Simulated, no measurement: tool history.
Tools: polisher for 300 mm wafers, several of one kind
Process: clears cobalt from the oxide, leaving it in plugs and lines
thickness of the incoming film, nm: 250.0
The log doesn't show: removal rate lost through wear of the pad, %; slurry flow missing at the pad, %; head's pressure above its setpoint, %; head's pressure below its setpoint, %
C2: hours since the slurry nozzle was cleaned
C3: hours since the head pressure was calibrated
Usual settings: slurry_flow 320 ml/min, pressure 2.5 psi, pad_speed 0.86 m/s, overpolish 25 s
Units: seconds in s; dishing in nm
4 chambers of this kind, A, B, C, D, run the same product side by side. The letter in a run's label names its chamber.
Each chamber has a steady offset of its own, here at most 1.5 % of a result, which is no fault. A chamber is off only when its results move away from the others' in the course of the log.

run 1C hour=4.4 | slurry_flow=320 pressure=2.5 pad_speed=0.86 overpolish=25 | wafers_polished_on_this_pad=264 C2=31.6 C3=188.0 | seconds=44.934 dishing=57.056
run 2D hour=9.0 | slurry_flow=320 pressure=2.5 pad_speed=0.86 overpolish=25 | wafers_polished_on_this_pad=406 C2=363.8 C3=1081.6 | seconds=45.731 dishing=57.568
run 3B hour=15.8 | slurry_flow=320 pressure=2.5 pad_speed=0.86 overpolish=25 | wafers_polished_on_this_pad=965 C2=272.7 C3=74.1 | seconds=45.455 dishing=58.346
-- hour=17.5 chamber A: head pressure recalibrated
run 4A hour=20.2 | slurry_flow=320 pressure=2.5 pad_speed=0.86 overpolish=25 | wafers_polished_on_this_pad=876 C2=489.4 C3=2.7 | seconds=45.288 dishing=58.068
run 5A hour=26.4 | slurry_flow=320 pressure=2.5 pad_speed=0.86 overpolish=25 | wafers_polished_on_this_pad=945 C2=495.6 C3=8.9 | seconds=45.814 dishing=57.774
run 6D hour=32.5 | slurry_flow=320 pressure=2.5 pad_speed=0.86 overpolish=25 | wafers_polished_on_this_pad=668 C2=387.3 C3=1105.1 | seconds=45.008 dishing=56.514
-- hour=37.1 chamber B: worn pad replaced by a new one
run 7C hour=39.7 | slurry_flow=320 pressure=2.5 pad_speed=0.86 overpolish=25 | wafers_polished_on_this_pad=658 C2=66.9 C3=223.3 | seconds=47.352 dishing=58.554
-- hour=42.7 chamber A: worn pad replaced by a new one
run 8B hour=46.7 | slurry_flow=320 pressure=2.5 pad_speed=0.86 overpolish=25 | wafers_polished_on_this_pad=108 C2=303.6 C3=105.0 | seconds=46.287 dishing=57.702
run 9D hour=53.9 | slurry_flow=320 pressure=2.5 pad_speed=0.86 overpolish=25 | wafers_polished_on_this_pad=907 C2=408.7 C3=1126.5 | seconds=45.559 dishing=57.092
run 10C hour=58.4 | slurry_flow=320 pressure=2.5 pad_speed=0.86 overpolish=25 | wafers_polished_on_this_pad=867 C2=85.6 C3=242.0 | seconds=45.289 dishing=57.781
run 11B hour=62.6 | slurry_flow=320 pressure=2.9 pad_speed=0.86 overpolish=25 | wafers_polished_on_this_pad=285 C2=319.5 C3=120.9 | seconds=39.240 dishing=59.485
run 12A hour=67.1 | slurry_flow=320 pressure=2.9 pad_speed=0.86 overpolish=25 | wafers_polished_on_this_pad=273 C2=536.3 C3=49.6 | seconds=38.402 dishing=61.460
-- hour=72.7 chamber D: worn pad replaced by a new one
-- hour=73.4 chamber D: slurry nozzle cleaned
run 13C hour=74.9 | slurry_flow=320 pressure=2.9 pad_speed=0.86 overpolish=25 | wafers_polished_on_this_pad=1051 C2=102.1 C3=258.5 | seconds=39.510 dishing=59.846
run 14A hour=80.3 | slurry_flow=320 pressure=2.9 pad_speed=0.86 overpolish=25 | wafers_polished_on_this_pad=420 C2=549.5 C3=62.8 | seconds=38.119 dishing=62.984
-- hour=86.3 chamber C: worn pad replaced by a new one
run 15B hour=86.4 | slurry_flow=320 pressure=2.5 pad_speed=0.86 overpolish=25 | wafers_polished_on_this_pad=551 C2=343.3 C3=144.7 | seconds=44.467 dishing=59.146
run 16D hour=94.1 | slurry_flow=320 pressure=2.8 pad_speed=0.86 overpolish=37 | wafers_polished_on_this_pad=239 C2=20.8 C3=1166.7 | seconds=41.091 dishing=64.406
run 17B hour=101.3 | slurry_flow=320 pressure=2.8 pad_speed=0.86 overpolish=37 | wafers_polished_on_this_pad=717 C2=358.2 C3=159.6 | seconds=39.875 dishing=63.569
-- hour=108.5 chamber A: slurry nozzle cleaned
run 18C hour=108.7 | slurry_flow=320 pressure=2.8 pad_speed=0.86 overpolish=37 | wafers_polished_on_this_pad=249 C2=135.9 C3=292.3 | seconds=40.644 dishing=65.021
run 19A hour=114.4 | slurry_flow=320 pressure=2.8 pad_speed=0.86 overpolish=37 | wafers_polished_on_this_pad=800 C2=5.9 C3=96.9 | seconds=40.687 dishing=64.490
run 20D hour=119.3 | slurry_flow=320 pressure=2.5 pad_speed=0.86 overpolish=25 | wafers_polished_on_this_pad=520 C2=46.0 C3=1191.9 | seconds=44.743 dishing=57.330
run 21D hour=125.7 | slurry_flow=320 pressure=2.5 pad_speed=0.86 overpolish=25 | wafers_polished_on_this_pad=592 C2=52.4 C3=1198.3 | seconds=44.300 dishing=58.363
run 22A hour=129.3 | slurry_flow=320 pressure=2.5 pad_speed=0.86 overpolish=25 | wafers_polished_on_this_pad=967 C2=20.8 C3=111.8 | seconds=45.852 dishing=60.159
run 23C hour=133.7 | slurry_flow=320 pressure=2.5 pad_speed=0.86 overpolish=25 | wafers_polished_on_this_pad=528 C2=160.9 C3=317.3 | seconds=45.960 dishing=57.572
-- hour=141.2 chamber B: worn pad replaced by a new one
run 24B hour=141.4 | slurry_flow=320 pressure=2.5 pad_speed=0.86 overpolish=25 | wafers_polished_on_this_pad=3 C2=398.3 C3=199.7 | seconds=45.282 dishing=59.514

Is one chamber off against the others, does the gauge drift, or is nothing wrong? If a chamber is off, say which, and what the likeliest cause is.

No chamber stands off beyond its own small offset, and the gauge holds steady.
